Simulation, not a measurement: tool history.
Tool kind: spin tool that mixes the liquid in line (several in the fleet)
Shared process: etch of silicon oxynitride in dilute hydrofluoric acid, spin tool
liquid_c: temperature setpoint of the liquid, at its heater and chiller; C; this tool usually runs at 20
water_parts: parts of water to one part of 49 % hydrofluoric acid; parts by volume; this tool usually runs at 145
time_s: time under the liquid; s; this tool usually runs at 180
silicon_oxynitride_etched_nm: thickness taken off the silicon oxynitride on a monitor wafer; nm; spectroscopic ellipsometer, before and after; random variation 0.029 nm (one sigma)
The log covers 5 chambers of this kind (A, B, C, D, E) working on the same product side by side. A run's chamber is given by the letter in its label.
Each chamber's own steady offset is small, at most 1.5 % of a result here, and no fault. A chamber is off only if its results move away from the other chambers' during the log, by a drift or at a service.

run	hour	liquid_c	water_parts	time_s	hours since the thermometer was replaced	hours since the hydrofluoric acid flow meter was replaced	read-back film thickness of the silicon oxynitride reference wafer, read on the same gauge (nm)	silicon_oxynitride_etched_nm
# hour 7.2: chamber A: thermometer replaced
1A	8	20	145	180	0.9	1364.8	139.98	3.2368
2D	17.2	20	145	180	702.2	142.5	140.03	3.1681
3E	33.1	20	145	180	1992	514.8	139.96	3.2141
4B	45.3	20	145	180	93.8	2129.4	139.98	3.2594
5C	56.9	20	145	180	839.4	657.6	139.98	3.2428
6C	67	20	145	180	849.5	667.7	139.98	3.1972
7B	79.4	20	145	180	127.9	2163.5	140.01	3.2802
8E	87	20	145	180	2045.9	568.7	139.97	3.2324
9A	96.8	20	145	180	89.7	1453.6	140	3.261
10D	107.3	24.5	100	180	792.3	232.6	140.01	5.935
11A	116.4	24.5	100	180	109.3	1473.2	140	6.0462
12D	132.8	24.5	100	180	817.8	258.1	140.02	5.8808
13E	144.4	24.5	100	180	2103.3	626.1	140.02	6.1132
# hour 144.9: chamber B: hydrofluoric acid flow meter replaced
14C	156.7	24.5	100	180	939.2	757.4	140.01	5.9661
# hour 160.3: chamber D: thermometer replaced
15B	172.7	20	145	180	221.2	27.9	139.98	3.2548
16A	187.1	20	145	180	180	1543.9	140.01	3.2294
17B	203.3	20	145	135	251.8	58.5	139.99	2.4268
18D	210.9	20	145	135	50.7	336.2	140	2.3981
19E	220.1	20	145	135	2179	701.8	139.96	2.5031
# hour 227.9: chamber E: thermometer replaced
20C	235.8	20	145	135	1018.3	836.5	140.01	2.4016
21D	245.2	20	145	135	85	370.5	140.03	2.3867
22B	255.4	20	145	180	303.9	110.6	140	3.2685
23C	268.1	20	145	180	1050.6	868.8	140.02	3.1985
24A	284.6	20	145	180	277.5	1641.4	139.99	3.3018
25E	295.3	20	145	180	67.5	777	140	3.384
26B	305.6	20	145	180	354.1	160.8	139.97	3.2066
27E	315.5	20	145	180	87.7	797.2	140.01	3.3841
28D	322.9	20	145	180	162.7	448.2	140.02	3.1924
29C	334.5	20	145	180	1117	935.2	140.01	3.2473
30A	347.1	20	145	180	340	1703.9	140.01	3.2347
31A	356.9	20	145	180	349.8	1713.7	140	3.2647
32C	364.2	20	145	180	1146.7	964.9	140.02	3.2056
33B	378.2	20	145	180	426.7	233.4	140.02	3.2487
34D	394.7	20	145	180	234.5	520	140.02	3.2136
35E	405.5	20	145	180	177.7	887.2	140.02	3.4245
36C	418.5	20	145	180	1201	1019.2	139.98	3.2348
37E	428.5	20	145	180	200.7	910.2	139.99	3.4939

Decide between three cases: one chamber stands off from its peers, the gauge reading all wafers drifts, or nothing is wrong past each chamber's small offset. Where a chamber is off, say which and what most likely put it there.

It is chamber E that slowly wanders off from its peers.
Most likely cause: hydrofluoric acid flow above the setpoint (%) = 6.86.

Below are 4 candidate recipes for chamber E's next run, each the usual settings with a change, their results shown as question marks. Which of them brings E's results back in line with what the other chambers give on the usual settings?
Allowed miss from the other chambers' usual-settings mean, per result, to count as in line: silicon_oxynitride_etched_nm 0.1 nm
38E-1	440.5	20	145	175				?
38E-2	440.5	20	140	185				?
38E-3	440.5	20	145	185				?
38E-4	440.5	20	150	175				?

What the other chambers average on the usual settings: silicon_oxynitride_etched_nm 3.226 nm
run	silicon_oxynitride_etched_nm
38E-1	3.3803
38E-2	3.7148
38E-3	3.5734
38E-4	3.2557
38E-4 brings the chamber back in line.

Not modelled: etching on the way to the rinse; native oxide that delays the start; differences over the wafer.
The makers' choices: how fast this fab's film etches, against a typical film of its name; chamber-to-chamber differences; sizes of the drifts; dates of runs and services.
